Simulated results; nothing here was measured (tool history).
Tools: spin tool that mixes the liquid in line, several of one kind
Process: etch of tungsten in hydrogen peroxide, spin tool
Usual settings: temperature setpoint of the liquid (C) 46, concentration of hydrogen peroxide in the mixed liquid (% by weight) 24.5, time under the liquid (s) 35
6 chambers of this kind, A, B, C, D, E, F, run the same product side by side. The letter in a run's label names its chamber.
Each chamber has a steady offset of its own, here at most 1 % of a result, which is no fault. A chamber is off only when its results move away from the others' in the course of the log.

run   hour  temperature setpoint of the liquid (C)  concentration of hydrogen peroxide in the mixed liquid (% by weight)  time under the liquid (s)  read-back film thickness of the tungsten reference wafer, read on the same gauge (nm)  thickness taken off the tungsten on a monitor wafer (Å)
       4.7  -- chamber B: new drum of peroxide connected
 1B    8.2                                      46                                                                  24.5                         35                                                                                 119.98                                                   499.65
 2A   16.7                                      46                                                                  24.5                         35                                                                                 119.98                                                   494.34
      21.6  -- chamber E: peroxide flow meter replaced
 3D   27.1                                      46                                                                  24.5                         35                                                                                 120.01                                                   496.55
 4F   37.1                                      46                                                                  24.5                         35                                                                                 120.00                                                   493.47
 5E   47.3                                      46                                                                  24.5                         35                                                                                 120.01                                                   496.82
 6C   55.4                                      46                                                                  24.5                         35                                                                                 120.00                                                   491.51
 7A   64.4                                      46                                                                  24.5                         35                                                                                 120.01                                                   493.64
 8F   71.8                                      46                                                                  24.5                         35                                                                                 120.01                                                   495.35
 9E   79.4                                      46                                                                  24.5                         35                                                                                 120.03                                                   501.76
10D   85.2                                      46                                                                  24.5                         35                                                                                 120.01                                                   500.71
11B   90.9                                      46                                                                  24.5                         35                                                                                 119.99                                                   500.47
12C   98.0                                      46                                                                  24.5                         35                                                                                 120.03                                                   492.22
13B  108.3                                      46                                                                  24.5                         35                                                                                 120.00                                                   498.70
14F  115.1                                      46                                                                  21.5                         55                                                                                 120.01                                                   727.04
15A  122.4                                      46                                                                  21.5                         55                                                                                 120.01                                                   710.82
16E  128.5                                      46                                                                  21.5                         55                                                                                 120.01                                                   728.56
17C  134.1                                      46                                                                  21.5                         55                                                                                 120.01                                                   725.13
18D  141.2                                      46                                                                  21.5                         55                                                                                 119.99                                                   733.14
19E  151.7                                      46                                                                  21.5                         55                                                                                 120.01                                                   733.32
     158.6  -- chamber B: peroxide flow meter replaced
20C  161.2                                      46                                                                  24.5                         35                                                                                 119.99                                                   492.85
21A  167.1                                      46                                                                  24.5                         35                                                                                 120.00                                                   479.53
     171.6  -- chamber C: peroxide flow meter replaced
22B  173.6                                      46                                                                  24.5                         35                                                                                 120.01                                                   497.27
23F  178.5                                      46                                                                  24.5                         35                                                                                 119.99                                                   494.47
24D  186.5                                      46                                                                  24.5                         35                                                                                 119.99                                                   496.98
25D  194.5                                      46                                                                  24.5                         35                                                                                 119.99                                                   497.79
26F  203.1                                      46                                                                  24.5                         35                                                                                 120.00                                                   495.74
27E  212.6                                      46                                                                  19.0                         50                                                                                 120.02                                                   619.34
28B  220.8                                      46                                                                  19.0                         50                                                                                 120.01                                                   625.70
     222.6  -- chamber B: heated supply line repaired
29C  227.6                                      46                                                                  19.0                         50                                                                                 120.03                                                   616.45
30A  234.5                                      46                                                                  19.0                         50                                                                                 120.02                                                   598.44
31A  243.6                                      46                                                                  19.0                         50                                                                                 120.00                                                   600.54
32B  253.3                                      46                                                                  19.0                         50                                                                                 120.00                                                   625.49
33D  263.1                                      46                                                                  24.5                         35                                                                                 119.99                                                   501.88
34E  272.1                                      51                                                                  24.5                         50                                                                                 120.01                                                   977.50
35F  280.6                                      51                                                                  24.5                         50                                                                                 120.02                                                   967.13
36C  290.0                                      51                                                                  24.5                         50                                                                                 119.99                                                   947.78

Next, every chamber runs the same settings. What will each give?
37A  297.8                                      46                                                                  24.5                         35                                                                                                                                               ?
37B  297.8                                      46                                                                  24.5                         35                                                                                                                                               ?
37C  297.8                                      46                                                                  24.5                         35                                                                                                                                               ?
37D  297.8                                      46                                                                  24.5                         35                                                                                                                                               ?
37E  297.8                                      46                                                                  24.5                         35                                                                                                                                               ?
37F  297.8                                      46                                                                  24.5                         35                                                                                                                                               ?

run  thickness taken off the tungsten on a monitor wafer (Å)
37A                                                   474.52
37B                                                   505.16
37C                                                   492.92
37D                                                   504.00
37E                                                   498.95
37F                                                   496.06

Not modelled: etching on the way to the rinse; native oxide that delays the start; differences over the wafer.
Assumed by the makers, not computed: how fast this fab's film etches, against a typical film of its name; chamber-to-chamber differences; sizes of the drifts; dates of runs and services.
